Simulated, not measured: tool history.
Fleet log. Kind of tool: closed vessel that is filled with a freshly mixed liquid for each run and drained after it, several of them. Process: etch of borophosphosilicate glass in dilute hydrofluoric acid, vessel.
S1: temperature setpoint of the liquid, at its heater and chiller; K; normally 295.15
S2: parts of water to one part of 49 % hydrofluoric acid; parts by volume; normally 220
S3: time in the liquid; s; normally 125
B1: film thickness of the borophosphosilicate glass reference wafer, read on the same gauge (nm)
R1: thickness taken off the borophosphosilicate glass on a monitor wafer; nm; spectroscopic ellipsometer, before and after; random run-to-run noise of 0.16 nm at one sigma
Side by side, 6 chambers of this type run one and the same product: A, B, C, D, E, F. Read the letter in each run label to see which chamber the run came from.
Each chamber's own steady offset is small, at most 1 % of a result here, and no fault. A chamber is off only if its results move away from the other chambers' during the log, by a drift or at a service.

run 1F hour=5.8 | S1=295.15 S2=220 S3=125 | B1=80.033 | R1=21.732
run 2E hour=12.7 | S1=295.15 S2=220 S3=125 | B1=79.96 | R1=22.016
run 3B hour=24.7 | S1=295.15 S2=220 S3=125 | B1=80.058 | R1=21.649
run 4C hour=31.5 | S1=295.15 S2=220 S3=125 | B1=79.99 | R1=22.038
run 5A hour=39.3 | S1=291.15 S2=305 S3=125 | B1=80.001 | R1=12.561
run 6D hour=46.2 | S1=291.15 S2=305 S3=125 | B1=80.012 | R1=12.327
run 7D hour=57.4 | S1=291.15 S2=305 S3=125 | B1=79.999 | R1=12.526
run 8B hour=64.4 | S1=291.15 S2=305 S3=125 | B1=79.983 | R1=12.566
run 9E hour=70 | S1=291.15 S2=305 S3=125 | B1=79.996 | R1=12.502
run 10C hour=76.1 | S1=291.15 S2=305 S3=125 | B1=79.985 | R1=12.463
run 11A hour=82.8 | S1=295.15 S2=220 S3=125 | B1=80.001 | R1=21.896
run 12F hour=88.9 | S1=295.15 S2=220 S3=125 | B1=79.994 | R1=21.721
run 13B hour=98.1 | S1=295.15 S2=220 S3=125 | B1=79.998 | R1=21.739
run 14F hour=104.6 | S1=295.15 S2=220 S3=125 | B1=80.036 | R1=21.818
run 15C hour=112.2 | S1=295.15 S2=220 S3=125 | B1=80.031 | R1=21.784
run 16A hour=118.8 | S1=295.15 S2=170 S3=125 | B1=80.014 | R1=29.461
-- hour=121.3 chamber C: thermometer replaced
run 17E hour=129.4 | S1=295.15 S2=170 S3=125 | B1=79.982 | R1=29.502
run 18D hour=141 | S1=295.15 S2=170 S3=125 | B1=80.019 | R1=29.317
run 19F hour=149.8 | S1=295.15 S2=170 S3=125 | B1=80 | R1=30.011
run 20D hour=159 | S1=295.15 S2=170 S3=125 | B1=79.998 | R1=29.501
run 21B hour=164.8 | S1=295.15 S2=170 S3=125 | B1=79.998 | R1=29.599
-- hour=170.9 chamber A: thermometer replaced
run 22A hour=173.7 | S1=295.15 S2=220 S3=125 | B1=79.975 | R1=21.85
run 23C hour=184.1 | S1=295.15 S2=220 S3=125 | B1=79.953 | R1=21.587
run 24E hour=189.7 | S1=295.15 S2=220 S3=125 | B1=80.041 | R1=21.87
run 25A hour=202.4 | S1=295.15 S2=220 S3=125 | B1=80.004 | R1=21.908
run 26E hour=210 | S1=295.15 S2=220 S3=125 | B1=79.961 | R1=21.795
run 27B hour=217.2 | S1=295.15 S2=220 S3=125 | B1=79.98 | R1=21.699
run 28D hour=228.9 | S1=295.15 S2=220 S3=125 | B1=80.029 | R1=21.926
-- hour=229 chamber E: hydrofluoric acid flow meter replaced
run 29C hour=240.3 | S1=295.15 S2=220 S3=125 | B1=79.999 | R1=21.897
run 30F hour=251.3 | S1=295.15 S2=220 S3=125 | B1=80.005 | R1=21.508
run 31A hour=263.3 | S1=300.15 S2=160 S3=125 | B1=79.962 | R1=38.714
run 32C hour=275.5 | S1=300.15 S2=160 S3=125 | B1=80.02 | R1=39.126
run 33F hour=285.5 | S1=300.15 S2=160 S3=125 | B1=79.972 | R1=38.287
run 34D hour=295.6 | S1=300.15 S2=160 S3=125 | B1=80.01 | R1=37.854
run 35B hour=304 | S1=300.15 S2=160 S3=125 | B1=80.006 | R1=38.194
run 36E hour=311.1 | S1=300.15 S2=160 S3=125 | B1=79.985 | R1=38.257
run 37E hour=318.3 | S1=295.15 S2=220 S3=125 | B1=79.999 | R1=21.628
run 38B hour=326.1 | S1=295.15 S2=220 S3=125 | B1=79.947 | R1=21.296
run 39D hour=333.5 | S1=295.15 S2=220 S3=55 | B1=79.999 | R1=9.6184

The same settings go to every chamber for the next run, one line per chamber below. Forecast the results for each:
run 40A hour=342.7 | S1=295.15 S2=165 S3=125 | R1=?
run 40B hour=342.7 | S1=295.15 S2=165 S3=125 | R1=?
run 40C hour=342.7 | S1=295.15 S2=165 S3=125 | R1=?
run 40D hour=342.7 | S1=295.15 S2=165 S3=125 | R1=?
run 40E hour=342.7 | S1=295.15 S2=165 S3=125 | R1=?
run 40F hour=342.7 | S1=295.15 S2=165 S3=125 | R1=?

run=40A R1=30.543
run=40B R1=31.057
run=40C R1=31.078
run=40D R1=30.761
run=40E R1=30.5
run=40F R1=30.853

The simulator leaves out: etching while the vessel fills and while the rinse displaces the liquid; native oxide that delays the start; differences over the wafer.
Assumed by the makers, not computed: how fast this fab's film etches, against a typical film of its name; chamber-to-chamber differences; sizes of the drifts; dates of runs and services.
